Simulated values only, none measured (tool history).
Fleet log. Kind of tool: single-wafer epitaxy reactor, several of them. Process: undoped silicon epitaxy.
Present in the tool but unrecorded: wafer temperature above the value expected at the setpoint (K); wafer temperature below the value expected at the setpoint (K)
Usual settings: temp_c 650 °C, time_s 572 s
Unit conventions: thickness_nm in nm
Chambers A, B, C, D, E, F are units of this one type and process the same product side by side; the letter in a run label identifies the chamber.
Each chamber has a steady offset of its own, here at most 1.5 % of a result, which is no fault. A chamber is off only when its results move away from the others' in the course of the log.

run	hour	temp_c	time_s	hours since the last pyrometer calibration	read-back reference wafer on the same gauge, thickness_nm	thickness_nm
1D	5.5	650	572	586.4	108.84	95.294
2C	10.1	650	572	1999.5	108.8	96.026
3A	16.8	650	572	64.1	108.84	95.17
4F	23.4	650	572	1848.5	108.9	95.888
5E	29.8	650	524	551.5	108.83	88.272
6B	36.7	650	524	223.3	108.9	88.145
7A	45.1	650	524	92.4	108.88	86.966
8B	53.7	650	524	240.3	108.93	88.333
9E	60.6	650	524	582.3	108.95	88.25
10C	65.6	650	524	2055	108.95	87.962
11F	74.7	660	516	1899.8	108.93	107.96
12D	82.7	660	516	663.6	109	106.81
13D	89.4	660	516	670.3	109	107.1
14E	93.9	660	516	615.6	108.99	107.83
15F	101.7	660	516	1926.8	109.03	107.86
16A	110	660	516	157.3	109.02	106.36
17B	117.2	650	572	303.8	109.02	96.252
18C	125.1	650	572	2114.5	109.07	96.216
19B	132.4	650	572	319	109.07	96.211
20A	136.8	650	572	184.1	109.11	95.286
21E	141.9	650	653	663.6	109.08	110.07
22F	152	650	653	1977.1	109.1	110.2
23C	159	650	653	2148.4	109.11	109.97
24D	163.8	650	653	744.7	109.15	108.9
25F	171	650	653	1996.1	109.16	109.97
26B	176.3	650	653	362.9	109.15	110.31
27E	182.4	650	572	704.1	109.17	96.4
28A	189.1	650	572	236.4	109.24	95.263
29D	194.2	650	572	775.1	109.23	95.637
30C	198.7	650	572	2188.1	109.23	96.335
31D	204.1	650	572	785	109.21	95.681
32C	210.9	638	533	2200.3	109.21	69.267
33F	217.2	638	533	2042.3	109.3	68.777
34A	223.9	638	533	271.2	109.32	68.345
35E	233.6	638	533	755.3	109.28	68.904
36B	239.6	638	533	426.2	109.29	69.075
37B	246.2	638	533	432.8	109.34	69.122
38D	250.7	650	572	831.6	109.38	95.774
39E	260.7	650	572	782.4	109.36	96.965
40C	268	650	572	2257.4	109.38	96.816
41A	274.4	650	572	321.7	109.4	95.604

Is one chamber off against the others, does the gauge drift, or is nothing wrong? If a chamber is off, say which, and what the likeliest cause is.

Every chamber seems to shift together because the gauge that measures them all drifts; the chambers themselves are fine.
Cause: gauge reads high (%) = 0.556.
